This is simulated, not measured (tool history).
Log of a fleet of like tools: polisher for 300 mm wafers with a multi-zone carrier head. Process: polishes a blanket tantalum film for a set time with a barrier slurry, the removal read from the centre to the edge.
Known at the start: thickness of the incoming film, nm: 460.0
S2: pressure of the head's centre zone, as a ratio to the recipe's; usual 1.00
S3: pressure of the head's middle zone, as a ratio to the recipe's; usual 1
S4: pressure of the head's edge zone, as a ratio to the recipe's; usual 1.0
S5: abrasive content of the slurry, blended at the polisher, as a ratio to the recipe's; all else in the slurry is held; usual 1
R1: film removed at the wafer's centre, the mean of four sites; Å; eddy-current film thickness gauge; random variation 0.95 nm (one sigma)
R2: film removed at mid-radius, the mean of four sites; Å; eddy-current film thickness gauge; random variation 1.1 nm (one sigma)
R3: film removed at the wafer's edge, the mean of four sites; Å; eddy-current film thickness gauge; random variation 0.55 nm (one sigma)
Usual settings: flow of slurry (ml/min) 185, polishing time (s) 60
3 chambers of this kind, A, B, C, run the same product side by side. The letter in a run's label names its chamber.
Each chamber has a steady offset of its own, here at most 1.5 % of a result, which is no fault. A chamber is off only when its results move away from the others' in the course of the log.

run 1B hour=6.1 | flow_of_slurry_(ml/min)=185 S2=1.00 S3=1 S4=1.0 S5=1 polishing_time_(s)=60 | R1=752.54 R2=758.22 R3=743.89
run 2A hour=10.9 | flow_of_slurry_(ml/min)=185 S2=1.00 S3=1 S4=1.0 S5=1 polishing_time_(s)=60 | R1=752.52 R2=744.11 R3=755.12
run 3C hour=15.2 | flow_of_slurry_(ml/min)=185 S2=1.00 S3=1 S4=1.0 S5=1 polishing_time_(s)=60 | R1=758.81 R2=759.61 R3=762.17
run 4B hour=22.9 | flow_of_slurry_(ml/min)=185 S2=1.00 S3=1 S4=1.0 S5=1 polishing_time_(s)=60 | R1=738.05 R2=746.15 R3=738.64
run 5C hour=30.1 | flow_of_slurry_(ml/min)=185 S2=1.00 S3=1 S4=1.0 S5=1 polishing_time_(s)=60 | R1=775.36 R2=771.31 R3=754.14
run 6A hour=33.7 | flow_of_slurry_(ml/min)=185 S2=1.00 S3=1 S4=1.0 S5=1 polishing_time_(s)=60 | R1=754.13 R2=748.70 R3=766.19
-- hour=33.9 chamber C: worn pad replaced by a new one
run 7A hour=37.7 | flow_of_slurry_(ml/min)=185 S2=1.00 S3=1 S4=1.0 S5=1 polishing_time_(s)=60 | R1=747.42 R2=744.63 R3=755.76
run 8B hour=42.3 | flow_of_slurry_(ml/min)=205 S2=1.00 S3=1 S4=1.0 S5=1 polishing_time_(s)=60 | R1=777.12 R2=776.71 R3=754.45
run 9C hour=48.7 | flow_of_slurry_(ml/min)=205 S2=1.00 S3=1 S4=1.0 S5=1 polishing_time_(s)=60 | R1=770.62 R2=786.84 R3=761.32
run 10B hour=55.5 | flow_of_slurry_(ml/min)=205 S2=1.00 S3=1 S4=1.0 S5=1 polishing_time_(s)=60 | R1=751.85 R2=782.20 R3=747.20
run 11A hour=59.7 | flow_of_slurry_(ml/min)=185 S2=1.00 S3=1 S4=1.0 S5=1 polishing_time_(s)=60 | R1=753.28 R2=746.13 R3=745.12
-- hour=61.5 chamber A: worn pad replaced by a new one
run 12C hour=67.8 | flow_of_slurry_(ml/min)=185 S2=1.00 S3=1 S4=1.0 S5=1 polishing_time_(s)=60 | R1=755.00 R2=769.73 R3=753.33
-- hour=71.7 chamber B: worn pad replaced by a new one
run 13A hour=72.6 | flow_of_slurry_(ml/min)=245 S2=0.93 S3=1 S4=1.0 S5=1 polishing_time_(s)=60 | R1=721.01 R2=777.27 R3=772.63
run 14B hour=79.4 | flow_of_slurry_(ml/min)=245 S2=0.93 S3=1 S4=1.0 S5=1 polishing_time_(s)=60 | R1=723.70 R2=777.78 R3=764.30
run 15C hour=85.1 | flow_of_slurry_(ml/min)=245 S2=0.93 S3=1 S4=1.0 S5=1 polishing_time_(s)=60 | R1=730.97 R2=792.44 R3=773.40
run 16A hour=90.5 | flow_of_slurry_(ml/min)=185 S2=1.00 S3=1 S4=1.0 S5=1 polishing_time_(s)=60 | R1=737.88 R2=741.87 R3=756.82
run 17B hour=97.4 | flow_of_slurry_(ml/min)=185 S2=1.00 S3=1 S4=1.0 S5=1 polishing_time_(s)=60 | R1=741.94 R2=733.97 R3=750.50
-- hour=100.5 chamber C: centre zone pressure recalibrated
run 18C hour=101.1 | flow_of_slurry_(ml/min)=185 S2=1.00 S3=1 S4=1.0 S5=1 polishing_time_(s)=60 | R1=743.83 R2=754.30 R3=753.13
run 19B hour=105.5 | flow_of_slurry_(ml/min)=185 S2=1.00 S3=1 S4=1.0 S5=1 polishing_time_(s)=60 | R1=739.41 R2=767.62 R3=748.34
run 20A hour=109.3 | flow_of_slurry_(ml/min)=185 S2=1.00 S3=1 S4=1.0 S5=1 polishing_time_(s)=60 | R1=725.31 R2=765.47 R3=759.46
run 21C hour=114.8 | flow_of_slurry_(ml/min)=185 S2=1.00 S3=1 S4=1.0 S5=1 polishing_time_(s)=60 | R1=751.75 R2=769.45 R3=758.17
run 22C hour=121.1 | flow_of_slurry_(ml/min)=185 S2=1.00 S3=1 S4=1.0 S5=1 polishing_time_(s)=60 | R1=764.75 R2=748.56 R3=749.26
run 23B hour=125.5 | flow_of_slurry_(ml/min)=185 S2=1.00 S3=1 S4=1.0 S5=1 polishing_time_(s)=60 | R1=758.21 R2=747.93 R3=749.24
-- hour=127.1 chamber B: edge zone pressure recalibrated
-- hour=130.6 chamber C: worn pad replaced by a new one
run 24A hour=131.6 | flow_of_slurry_(ml/min)=185 S2=1.00 S3=1 S4=1.0 S5=1 polishing_time_(s)=60 | R1=714.27 R2=770.45 R3=748.86
run 25A hour=138.0 | flow_of_slurry_(ml/min)=185 S2=1.00 S3=1 S4=1.0 S5=1 polishing_time_(s)=79 | R1=921.43 R2=1005.90 R3=988.10
run 26C hour=141.8 | flow_of_slurry_(ml/min)=185 S2=1.00 S3=1 S4=1.0 S5=1 polishing_time_(s)=79 | R1=1033.00 R2=1011.30 R3=1016.20
-- hour=145.0 chamber B: slurry nozzle cleaned
run 27B hour=147.7 | flow_of_slurry_(ml/min)=185 S2=1.00 S3=1 S4=1.0 S5=1 polishing_time_(s)=79 | R1=988.32 R2=966.12 R3=991.20
run 28A hour=153.8 | flow_of_slurry_(ml/min)=185 S2=1.00 S3=1 S4=1.0 S5=1 polishing_time_(s)=60 | R1=708.12 R2=750.59 R3=755.93
run 29C hour=159.6 | flow_of_slurry_(ml/min)=185 S2=1.00 S3=1 S4=1.0 S5=1 polishing_time_(s)=45 | R1=568.78 R2=570.77 R3=569.95
run 30B hour=163.6 | flow_of_slurry_(ml/min)=185 S2=1.00 S3=1 S4=1.0 S5=1 polishing_time_(s)=45 | R1=557.27 R2=559.00 R3=555.90
run 31B hour=168.6 | flow_of_slurry_(ml/min)=185 S2=1.00 S3=1 S4=1.0 S5=1 polishing_time_(s)=45 | R1=550.93 R2=570.14 R3=566.79
run 32A hour=176.5 | flow_of_slurry_(ml/min)=185 S2=1.00 S3=1 S4=1.0 S5=1 polishing_time_(s)=60 | R1=683.36 R2=769.86 R3=752.34
run 33C hour=182.2 | flow_of_slurry_(ml/min)=185 S2=1.00 S3=1 S4=1.0 S5=1 polishing_time_(s)=60 | R1=760.94 R2=774.81 R3=757.48
run 34C hour=186.7 | flow_of_slurry_(ml/min)=185 S2=1.00 S3=1 S4=1.0 S5=1 polishing_time_(s)=60 | R1=767.77 R2=749.62 R3=755.97
run 35A hour=191.5 | flow_of_slurry_(ml/min)=185 S2=1.00 S3=1 S4=1.0 S5=1 polishing_time_(s)=60 | R1=660.02 R2=763.41 R3=759.40
run 36B hour=197.8 | flow_of_slurry_(ml/min)=185 S2=1.00 S3=1 S4=1.0 S5=1 polishing_time_(s)=60 | R1=757.31 R2=777.32 R3=746.10
run 37C hour=204.4 | flow_of_slurry_(ml/min)=185 S2=1.00 S3=1 S4=1.0 S5=1 polishing_time_(s)=60 | R1=753.58 R2=757.72 R3=755.45
run 38A hour=212.4 | flow_of_slurry_(ml/min)=185 S2=1.00 S3=1 S4=1.0 S5=1 polishing_time_(s)=60 | R1=668.97 R2=755.06 R3=754.64

Next, every chamber runs the same settings. What will each give?
run 39A hour=218.2 | flow_of_slurry_(ml/min)=185 S2=1.00 S3=1 S4=1.1 S5=1 polishing_time_(s)=60 | R1=? R2=? R3=?
run 39B hour=218.2 | flow_of_slurry_(ml/min)=185 S2=1.00 S3=1 S4=1.1 S5=1 polishing_time_(s)=60 | R1=? R2=? R3=?
run 39C hour=218.2 | flow_of_slurry_(ml/min)=185 S2=1.00 S3=1 S4=1.1 S5=1 polishing_time_(s)=60 | R1=? R2=? R3=?

run=39A R1=671.60 R2=758.97 R3=789.47
run=39B R1=731.76 R2=736.03 R3=792.68
run=39C R1=735.90 R2=762.52 R3=794.27

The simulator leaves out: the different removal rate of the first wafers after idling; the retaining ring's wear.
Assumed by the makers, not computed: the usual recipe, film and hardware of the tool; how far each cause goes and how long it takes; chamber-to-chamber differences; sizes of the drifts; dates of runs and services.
